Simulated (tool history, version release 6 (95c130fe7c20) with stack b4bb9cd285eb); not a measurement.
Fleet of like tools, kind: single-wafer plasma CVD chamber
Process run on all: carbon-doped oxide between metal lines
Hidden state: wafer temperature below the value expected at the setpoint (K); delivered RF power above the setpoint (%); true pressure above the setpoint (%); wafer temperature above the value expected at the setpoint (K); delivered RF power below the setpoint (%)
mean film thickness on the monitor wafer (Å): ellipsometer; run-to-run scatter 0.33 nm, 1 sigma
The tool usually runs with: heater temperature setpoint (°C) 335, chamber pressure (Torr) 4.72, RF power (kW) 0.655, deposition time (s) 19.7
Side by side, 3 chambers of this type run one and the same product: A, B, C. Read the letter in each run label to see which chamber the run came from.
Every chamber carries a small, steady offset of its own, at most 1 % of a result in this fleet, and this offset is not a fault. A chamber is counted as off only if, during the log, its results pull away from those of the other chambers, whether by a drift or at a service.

run	hour	heater temperature setpoint (°C)	chamber pressure (Torr)	RF power (kW)	deposition time (s)	hours since the last thermocouple change	hours since the last RF generator calibration	hours since the last manometer calibration	read-back reference wafer on the same gauge, thickness_nm	mean film thickness on the monitor wafer (Å)
1B	4.8	335	4.72	0.655	19.7	2652.5	773.3	172	103.95	1241.5
2A	11.1	335	4.72	0.655	19.7	859.1	370.6	259.4	104.05	1253.6
3C	18.9	335	4.72	0.655	19.7	2026.8	267.2	1768.4	103.99	1252.3
4B	28.8	335	4.72	0.655	19.7	2676.5	797.3	196	103.93	1244.6
5C	38.2	335	4.72	0.655	19.7	2046.1	286.5	1787.7	104.07	1255.4
6A	46.9	335	4.72	0.655	19.7	894.9	406.4	295.2	104	1256.2
7B	51.5	335	4.72	0.655	19.7	2699.2	820	218.7	104.04	1240.7
# hour 52.7: chamber B: RF generator calibrated
8A	60.6	335	4.72	0.655	17.3	908.6	420.1	308.9	103.96	1110.2
9C	69.4	335	4.72	0.655	17.3	2077.3	317.7	1818.9	103.98	1099.8
10B	77.1	335	4.72	0.655	17.3	2724.8	24.4	244.3	103.98	1098.8
11A	84.7	335	4.72	0.655	19.7	932.7	444.2	333	104.03	1246.2
12C	90.4	335	4.72	0.655	19.7	2098.3	338.7	1839.9	103.97	1253.4
13A	96.5	335	4.72	0.655	19.7	944.5	456	344.8	104	1253.3
14B	101.2	335	4.72	0.655	19.7	2748.9	48.5	268.4	104.05	1245.8
15C	106.8	325	4.72	0.655	22.2	2114.7	355.1	1856.3	104	1460.8
16B	114.8	325	4.72	0.655	22.2	2762.5	62.1	282	104.01	1448.9
17C	121.8	325	4.72	0.655	22.2	2129.7	370.1	1871.3	104	1455.4
18A	129.8	335	4.72	0.735	19.7	977.8	489.3	378.1	104.07	1342.2
19A	136.1	335	4.72	0.735	19.7	984.1	495.6	384.4	104.07	1345.9
20C	145.8	335	4.72	0.735	19.7	2153.7	394.1	1895.3	103.99	1336.9
21B	152.6	335	4.72	0.655	19.7	2800.3	99.9	319.8	104.06	1246.8
22A	160.2	335	4.72	0.655	19.7	1008.2	519.7	408.5	103.94	1257.3
23C	167.3	335	4.72	0.655	19.7	2175.2	415.6	1916.8	104.03	1249
24B	175.5	335	4.72	0.655	19.7	2823.2	122.8	342.7	104.03	1236.1
# hour 176.1: chamber B: thermocouple changed; heater temperature recalibrated
25A	183.9	335	4.72	0.655	19.7	1031.9	543.4	432.2	103.99	1255
26C	192.4	335	4.72	0.655	19.7	2200.3	440.7	1941.9	103.97	1244.3
27B	200.3	323	4.72	0.655	19.7	24.3	147.6	367.5	103.96	1299.6

Next, every chamber runs the same settings. What will each give?
28A	207.6	335	4.72	0.655	19.7					?
28B	207.6	335	4.72	0.655	19.7					?
28C	207.6	335	4.72	0.655	19.7					?

run	mean film thickness on the monitor wafer (Å)
28A	1255.5
28B	1242
28C	1252

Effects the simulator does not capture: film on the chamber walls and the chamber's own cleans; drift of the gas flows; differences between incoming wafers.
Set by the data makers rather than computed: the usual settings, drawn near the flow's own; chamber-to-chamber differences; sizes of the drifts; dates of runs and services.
